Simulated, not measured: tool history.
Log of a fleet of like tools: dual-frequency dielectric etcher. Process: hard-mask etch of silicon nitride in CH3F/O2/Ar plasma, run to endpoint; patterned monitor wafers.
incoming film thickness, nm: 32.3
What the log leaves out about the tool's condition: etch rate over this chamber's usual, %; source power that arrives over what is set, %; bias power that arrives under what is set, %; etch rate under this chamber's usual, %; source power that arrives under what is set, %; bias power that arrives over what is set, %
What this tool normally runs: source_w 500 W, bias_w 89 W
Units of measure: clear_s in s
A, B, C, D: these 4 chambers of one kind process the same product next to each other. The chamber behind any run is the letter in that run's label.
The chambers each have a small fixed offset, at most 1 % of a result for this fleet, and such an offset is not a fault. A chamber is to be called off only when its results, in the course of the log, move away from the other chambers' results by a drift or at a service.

run,hour,source_w,bias_w,hours since the last wet clean,hours since the last source power generator calibration,hours since the last bias power generator calibration,clear_s
1C,4.7,500,89,327.8,190.8,2299.8,39.976
2D,8.5,500,89,381.1,1399.8,1992.6,39.475
3A,14.2,500,89,415.8,3227.8,2663.3,39.971
4B,18.7,500,89,162.9,233.4,2238.1,40.367
5B,24.3,500,89,168.5,239,2243.7,40.252
6C,27.8,500,89,350.9,213.9,2322.9,40.023
7D,33.5,500,89,406.1,1424.8,2017.6,39.917
8A,37.6,500,89,439.2,3251.2,2686.7,40.189
9C,42.8,500,89,365.9,228.9,2337.9,40.208
10A,46.3,500,89,447.9,3259.9,2695.4,40.014
11B,52.3,500,89,196.5,267,2271.7,40.515
12D,56.8,500,89,429.4,1448.1,2040.9,39.646
13D,60.4,500,89,433,1451.7,2044.5,39.899
14A,65.4,500,89,467,3279,2714.5,39.972
15C,69.9,550,110,393,256,2365,35.695
16B,76.1,550,110,220.3,290.8,2295.5,36.585
17B,79,550,110,223.2,293.7,2298.4,36.78
18D,82.4,550,110,455,1473.7,2066.5,35.521
19C,86,500,89,409.1,272.1,2381.1,39.711
20A,90.5,500,89,492.1,3304.1,2739.6,39.978
21B,96.1,500,89,240.3,310.8,2315.5,41.132
22C,100.4,500,89,423.5,286.5,2395.5,40.213
23A,106.1,500,89,507.7,3319.7,2755.2,40.28
24D,109.2,500,89,481.8,1500.5,2093.3,39.527
25A,115.1,500,89,516.7,3328.7,2764.2,40.055
26C,118.5,500,89,441.6,304.6,2413.6,39.939
27D,122.2,500,89,494.8,1513.5,2106.3,39.545
28B,125.6,460,108,269.8,340.3,2345,40.318

All 4 chambers run these settings next. Forecast each chamber's results:
29A,130.1,500,89,,,,?
29B,130.1,500,89,,,,?
29C,130.1,500,89,,,,?
29D,130.1,500,89,,,,?

run,clear_s
29A,40.266
29B,41.931
29C,39.802
29D,39.861
